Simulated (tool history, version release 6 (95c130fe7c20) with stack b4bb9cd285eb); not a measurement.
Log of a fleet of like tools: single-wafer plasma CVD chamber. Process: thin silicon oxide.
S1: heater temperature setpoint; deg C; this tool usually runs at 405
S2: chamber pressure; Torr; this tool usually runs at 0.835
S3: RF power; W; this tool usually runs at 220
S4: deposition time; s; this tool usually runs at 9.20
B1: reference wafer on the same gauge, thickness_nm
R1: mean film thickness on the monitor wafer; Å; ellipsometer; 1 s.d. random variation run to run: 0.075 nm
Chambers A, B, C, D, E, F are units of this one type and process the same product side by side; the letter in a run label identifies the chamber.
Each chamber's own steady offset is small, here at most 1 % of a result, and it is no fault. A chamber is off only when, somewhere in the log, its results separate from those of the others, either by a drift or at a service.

run	hour	S1	S2	S3	S4	B1	R1
1E	8.2	405	0.835	220	9.20	14.009	152.84
2F	19.2	405	0.835	220	9.20	14.001	153.26
3A	27.3	405	0.835	220	9.20	14.004	151.95
4D	36.3	405	0.835	220	9.20	13.998	151.74
5B	46.8	405	0.967	220	7.98	14.006	148.78
6C	61.2	405	0.967	220	7.98	14.017	150.21
7E	71.9	405	0.967	220	7.98	14.006	150.63
8A	84.5	405	0.967	220	7.98	13.994	149.40
9D	91.8	405	0.967	220	7.98	13.998	148.81
10B	103.7	405	0.967	220	7.98	13.999	150.81
11C	111.7	405	0.835	220	9.20	13.994	152.79
12F	124.5	405	0.835	220	9.20	14.008	152.24
13B	138.1	405	0.835	220	9.20	13.997	152.90
14F	146.6	405	0.835	220	9.20	14.010	152.57
15A	153.7	405	0.835	220	9.20	14.008	151.86
16C	162.2	405	0.835	220	9.20	13.988	152.94
17D	168.6	405	0.835	220	9.20	14.027	150.83
# hour 172.7: chamber C: RF generator calibrated
18E	178.4	396	0.835	220	9.83	14.000	163.08
19E	189.0	396	0.835	220	9.83	14.013	163.39
20B	200.3	396	0.835	220	9.83	14.012	164.48
# hour 201.2: chamber B: thermocouple changed; heater temperature recalibrated
21A	211.0	396	0.835	220	9.83	14.009	164.46
22C	222.1	396	0.835	220	9.83	14.002	164.64
23D	232.5	396	0.835	220	9.83	13.989	164.81
24F	246.3	405	0.835	220	9.20	14.001	152.26
25A	258.2	405	0.835	220	9.20	13.982	153.38
26D	268.5	405	0.835	220	10.46	14.006	171.90
27C	280.8	405	0.835	220	10.46	13.990	173.16
28B	290.5	405	0.835	220	10.46	14.005	175.42
29E	300.0	405	0.835	220	10.46	13.989	170.88
30F	310.3	405	0.835	220	10.46	14.002	174.21
31A	319.6	405	0.835	220	10.46	14.003	174.01
32C	332.5	405	0.835	220	9.20	13.996	152.97
33E	343.6	405	0.835	220	9.20	13.999	149.56
34B	353.7	405	0.835	220	9.20	14.020	151.55
35D	361.4	405	0.835	220	9.20	14.013	152.42
36F	373.7	405	0.835	220	9.20	14.007	152.47

Which is it: a chamber that has drifted or been left off by a service, a gauge drift common to all chambers, or only each chamber's usual small offset? If a chamber is off, name it and its likeliest cause.

Chamber E drifts away from the others.
What lies behind it: true pressure below the setpoint (%) = 2.92.
Not necessarily distinguishable in this log from: delivered RF power below the setpoint (%).

Here are 4 candidates for chamber E's next run, each the usual settings with a change, their results left as question marks. Which one brings its results back in line with what the others give on the usual settings?
Allowed miss from the other chambers' usual-settings mean, per result, to count as in line: R1 2.60 Å
37E-1	384.3	405	0.835	220	9.00		?
37E-2	384.3	405	0.808	220	9.00		?
37E-3	384.3	405	0.859	220	9.20		?
37E-4	384.3	405	0.886	220	9.20		?

On the usual settings, the other chambers give on average: R1 152.65 Å
run	R1
37E-1	145.15
37E-2	140.56
37E-3	152.35
37E-4	156.49
37E-3 is the one that brings the chamber's results back in line with the other chambers.

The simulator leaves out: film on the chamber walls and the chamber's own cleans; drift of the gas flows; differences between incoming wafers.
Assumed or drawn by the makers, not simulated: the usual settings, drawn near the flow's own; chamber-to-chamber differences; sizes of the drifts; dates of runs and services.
